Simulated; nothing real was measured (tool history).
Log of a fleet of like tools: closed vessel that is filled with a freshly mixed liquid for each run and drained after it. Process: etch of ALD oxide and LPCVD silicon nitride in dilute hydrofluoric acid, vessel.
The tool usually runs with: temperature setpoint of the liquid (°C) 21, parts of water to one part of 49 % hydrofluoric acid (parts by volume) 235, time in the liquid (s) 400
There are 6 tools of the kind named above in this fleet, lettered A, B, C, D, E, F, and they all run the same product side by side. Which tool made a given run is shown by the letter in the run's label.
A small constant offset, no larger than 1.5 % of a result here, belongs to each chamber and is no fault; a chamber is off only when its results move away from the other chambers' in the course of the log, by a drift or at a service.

run   hour  temperature setpoint of the liquid (°C)  parts of water to one part of 49 % hydrofluoric acid (parts by volume)  time in the liquid (s)  read-back film thickness of the ALD oxide reference wafer, read on the same gauge (nm)  read-back film thickness of the LPCVD silicon nitride reference wafer, read on the same gauge (nm)  thickness taken off the ALD oxide on a monitor wafer (Å)  thickness taken off the LPCVD silicon nitride on a monitor wafer (Å)
 1F    4.1                                       21                                                                     235                     400                                                                                  109.98                                                                                              50.006                                                   129.210                                                                6.9012
 2D    8.9                                       21                                                                     235                     400                                                                                  110.00                                                                                              50.032                                                   129.010                                                                6.6250
 3B   16.6                                       21                                                                     235                     400                                                                                  109.98                                                                                              50.013                                                   128.160                                                                6.9081
 4E   22.8                                       21                                                                     235                     400                                                                                  110.01                                                                                              50.057                                                   129.710                                                                6.8852
      24.5  -- chamber D: hydrofluoric acid flow meter replaced
 5C   30.5                                       21                                                                     235                     400                                                                                  109.98                                                                                              50.027                                                   129.980                                                                6.6886
 6A   38.0                                       21                                                                     235                     400                                                                                  110.00                                                                                              49.940                                                   128.450                                                                6.2800
 7D   43.3                                       21                                                                     235                     620                                                                                  109.99                                                                                              50.007                                                   198.980                                                               10.5760
 8B   49.3                                       21                                                                     235                     620                                                                                  110.00                                                                                              50.008                                                   199.090                                                               10.6150
 9A   55.4                                       21                                                                     235                     620                                                                                  110.00                                                                                              50.013                                                   198.720                                                               10.2250
10E   60.9                                       21                                                                     235                     620                                                                                  110.01                                                                                              49.986                                                   202.670                                                               10.3910
11C   68.6                                       21                                                                     235                     620                                                                                  109.98                                                                                              49.994                                                   203.450                                                               10.4840
12F   76.3                                       21                                                                     235                     620                                                                                  110.03                                                                                              49.949                                                   199.360                                                               10.7350
13E   83.4                                       21                                                                     235                     400                                                                                  109.99                                                                                              50.019                                                   130.130                                                                7.0664
14D   90.1                                       21                                                                     235                     400                                                                                  110.02                                                                                              49.976                                                   129.690                                                                6.6974
15F   94.5                                       21                                                                     235                     400                                                                                  109.98                                                                                              50.009                                                   130.570                                                                7.0236
16B   98.6                                       21                                                                     235                     400                                                                                  109.99                                                                                              50.031                                                   129.750                                                                6.7353
17C  102.3                                       21                                                                     235                     400                                                                                  109.98                                                                                              49.994                                                   129.760                                                                6.8331
     102.8  -- chamber E: hydrofluoric acid flow meter replaced
18A  110.3                                       21                                                                     305                     245                                                                                  110.02                                                                                              50.017                                                    56.986                                                                3.3219
19D  118.8                                       21                                                                     305                     245                                                                                  110.00                                                                                              49.973                                                    56.480                                                                3.1867
20C  125.0                                       21                                                                     305                     245                                                                                  110.00                                                                                              50.024                                                    57.234                                                                3.1313
21F  129.2                                       21                                                                     305                     245                                                                                  110.01                                                                                              50.037                                                    57.717                                                                3.3510
     134.0  -- chamber E: thermometer replaced
22E  136.3                                       21                                                                     305                     245                                                                                  109.99                                                                                              50.010                                                    57.339                                                                3.2916
23A  142.0                                       21                                                                     305                     245                                                                                  109.99                                                                                              49.960                                                    56.067                                                                3.2356
24B  150.7                                       21                                                                     235                     400                                                                                  109.99                                                                                              49.996                                                   130.320                                                                7.0296
25F  154.7                                       21                                                                     235                     400                                                                                  110.00                                                                                              49.999                                                   129.160                                                                6.9451
26E  163.0                                       21                                                                     235                     400                                                                                  110.00                                                                                              49.988                                                   129.460                                                                6.8178
27A  166.8                                       21                                                                     235                     400                                                                                  110.02                                                                                              49.957                                                   127.910                                                                6.8633
28B  173.1                                       17                                                                     180                     400                                                                                  110.00                                                                                              49.994                                                   151.670                                                                6.5631
29D  179.3                                       17                                                                     180                     400                                                                                  110.00                                                                                              50.003                                                   141.790                                                                5.9137
30C  183.4                                       17                                                                     180                     400                                                                                  109.99                                                                                              49.977                                                   152.430                                                                6.8930
31A  190.4                                       17                                                                     180                     400                                                                                  110.01                                                                                              49.957                                                   151.730                                                                6.6365
     192.7  -- chamber A: thermometer replaced
32F  194.4                                       17                                                                     180                     400                                                                                  110.03                                                                                              50.018                                                   154.490                                                                6.7710
33E  202.0                                       17                                                                     180                     400                                                                                  110.01                                                                                              49.998                                                   154.390                                                                7.1164
34B  207.2                                       21                                                                     235                     400                                                                                  110.01                                                                                              49.975                                                   129.710                                                                6.3082
35C  214.5                                       21                                                                     235                     400                                                                                  109.99                                                                                              50.051                                                   130.050                                                                6.5024
36D  218.4                                       21                                                                     235                     400                                                                                  110.00                                                                                              50.004                                                   118.910                                                                6.0211
37B  225.7                                       21                                                                     235                     400                                                                                  110.01                                                                                              49.987                                                   128.740                                                                6.5636
38A  230.1                                       21                                                                     235                     400                                                                                  109.99                                                                                              49.989                                                   129.970                                                                6.9285

Next, all 6 chambers run the settings below, one line each with question marks for the results. What does each chamber give?
39A  236.3                                       21                                                                     235                     400                                                                                                                                                                                                                                                     ?                                                                     ?
39B  236.3                                       21                                                                     235                     400                                                                                                                                                                                                                                                     ?                                                                     ?
39C  236.3                                       21                                                                     235                     400                                                                                                                                                                                                                                                     ?                                                                     ?
39D  236.3                                       21                                                                     235                     400                                                                                                                                                                                                                                                     ?                                                                     ?
39E  236.3                                       21                                                                     235                     400                                                                                                                                                                                                                                                     ?                                                                     ?
39F  236.3                                       21                                                                     235                     400                                                                                                                                                                                                                                                     ?                                                                     ?

run  thickness taken off the ALD oxide on a monitor wafer (Å)  thickness taken off the LPCVD silicon nitride on a monitor wafer (Å)
39A                                                   129.140                                                                6.9254
39B                                                   130.340                                                                6.6813
39C                                                   129.610                                                                7.2160
39D                                                   120.610                                                                5.7791
39E                                                   130.770                                                                6.6471
39F                                                   129.660                                                                6.7743
